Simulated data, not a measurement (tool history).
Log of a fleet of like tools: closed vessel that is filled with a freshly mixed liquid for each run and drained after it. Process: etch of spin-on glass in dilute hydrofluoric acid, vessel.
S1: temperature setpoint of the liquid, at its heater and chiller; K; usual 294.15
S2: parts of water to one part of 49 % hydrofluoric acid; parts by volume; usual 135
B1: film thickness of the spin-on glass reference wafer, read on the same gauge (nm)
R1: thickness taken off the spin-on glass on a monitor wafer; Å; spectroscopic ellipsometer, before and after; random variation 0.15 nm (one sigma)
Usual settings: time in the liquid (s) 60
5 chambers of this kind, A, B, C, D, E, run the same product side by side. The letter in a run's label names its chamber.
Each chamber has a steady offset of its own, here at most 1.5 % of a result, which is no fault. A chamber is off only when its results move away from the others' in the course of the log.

Run 1E, hour 11.2: usual settings; B1 80.021. Result: R1 146.560 Å.
Run 2C, hour 16.3: usual settings; B1 80.002. Result: R1 144.870 Å.
Run 3B, hour 26.4: usual settings; B1 80.006. Result: R1 148.260 Å.
At hour 35.1: chamber E: thermometer replaced.
Run 4A, hour 38.0: usual settings; B1 79.989. Result: R1 148.010 Å.
Run 5D, hour 46.7: usual settings but S1 297.65 K, time in the liquid (s) 35; B1 80.001. Result: R1 96.856 Å.
Run 6B, hour 56.6: usual settings but S1 297.65 K, time in the liquid (s) 35; B1 80.005. Result: R1 97.671 Å.
At hour 61.1: chamber C: thermometer replaced.
Run 7C, hour 63.9: usual settings but S1 297.65 K, time in the liquid (s) 35; B1 80.003. Result: R1 97.927 Å.
Run 8A, hour 72.7: usual settings but S1 297.65 K, time in the liquid (s) 35; B1 80.009. Result: R1 99.309 Å.
Run 9D, hour 83.6: usual settings but S1 297.65 K, time in the liquid (s) 35; B1 80.010. Result: R1 98.136 Å.
Run 10E, hour 91.2: usual settings; B1 80.007. Result: R1 149.390 Å.
Run 11D, hour 100.5: usual settings; B1 80.014. Result: R1 147.050 Å.
Run 12E, hour 108.4: usual settings; B1 79.991. Result: R1 149.970 Å.
Run 13B, hour 116.3: usual settings; B1 79.999. Result: R1 145.940 Å.
Run 14C, hour 122.5: usual settings but S1 295.65 K; B1 80.012. Result: R1 154.260 Å.
Run 15A, hour 132.3: usual settings but S1 295.65 K; B1 79.994. Result: R1 159.540 Å.
Run 16E, hour 143.7: usual settings but S1 295.65 K; B1 80.012. Result: R1 153.690 Å.
Run 17A, hour 149.5: usual settings but S1 295.65 K; B1 80.013. Result: R1 155.730 Å.
Run 18C, hour 157.3: usual settings but S1 295.65 K; B1 80.015. Result: R1 155.140 Å.
Run 19B, hour 166.7: usual settings; B1 79.991. Result: R1 148.410 Å.
Run 20D, hour 177.1: usual settings; B1 79.991. Result: R1 150.670 Å.
Run 21B, hour 186.7: usual settings; B1 80.014. Result: R1 147.540 Å.
Run 22D, hour 197.4: usual settings; B1 79.996. Result: R1 151.390 Å.
Run 23C, hour 206.7: usual settings; B1 80.013. Result: R1 144.520 Å.
At hour 207.3: chamber B: hydrofluoric acid flow meter replaced.
Run 24E, hour 214.0: usual settings; B1 80.004. Result: R1 147.040 Å.
Run 25A, hour 220.4: usual settings; B1 79.992. Result: R1 148.960 Å.
Run 26D, hour 231.7: usual settings; B1 79.998. Result: R1 152.590 Å.
Run 27E, hour 240.8: usual settings; B1 79.997. Result: R1 145.120 Å.
Run 28C, hour 248.6: usual settings but time in the liquid (s) 35; B1 79.995. Result: R1 85.109 Å.
Run 29A, hour 259.5: usual settings but time in the liquid (s) 35; B1 79.996. Result: R1 87.779 Å.
Run 30B, hour 269.6: usual settings but time in the liquid (s) 35; B1 80.003. Result: R1 85.819 Å.
Run 31C, hour 280.0: usual settings but time in the liquid (s) 35; B1 79.986. Result: R1 85.564 Å.
Run 32E, hour 288.3: usual settings but time in the liquid (s) 35; B1 80.007. Result: R1 86.296 Å.
Run 33B, hour 293.9: usual settings; B1 79.986. Result: R1 148.110 Å.

All 5 chambers run these settings next. Forecast each chamber's results:
Run 34A, hour 302.3: usual settings. Result: R1 ?.
Run 34B, hour 302.3: usual settings. Result: R1 ?.
Run 34C, hour 302.3: usual settings. Result: R1 ?.
Run 34D, hour 302.3: usual settings. Result: R1 ?.
Run 34E, hour 302.3: usual settings. Result: R1 ?.

run       R1
34A  147.120
34B  144.020
34C  145.990
34D  161.330
34E  148.330

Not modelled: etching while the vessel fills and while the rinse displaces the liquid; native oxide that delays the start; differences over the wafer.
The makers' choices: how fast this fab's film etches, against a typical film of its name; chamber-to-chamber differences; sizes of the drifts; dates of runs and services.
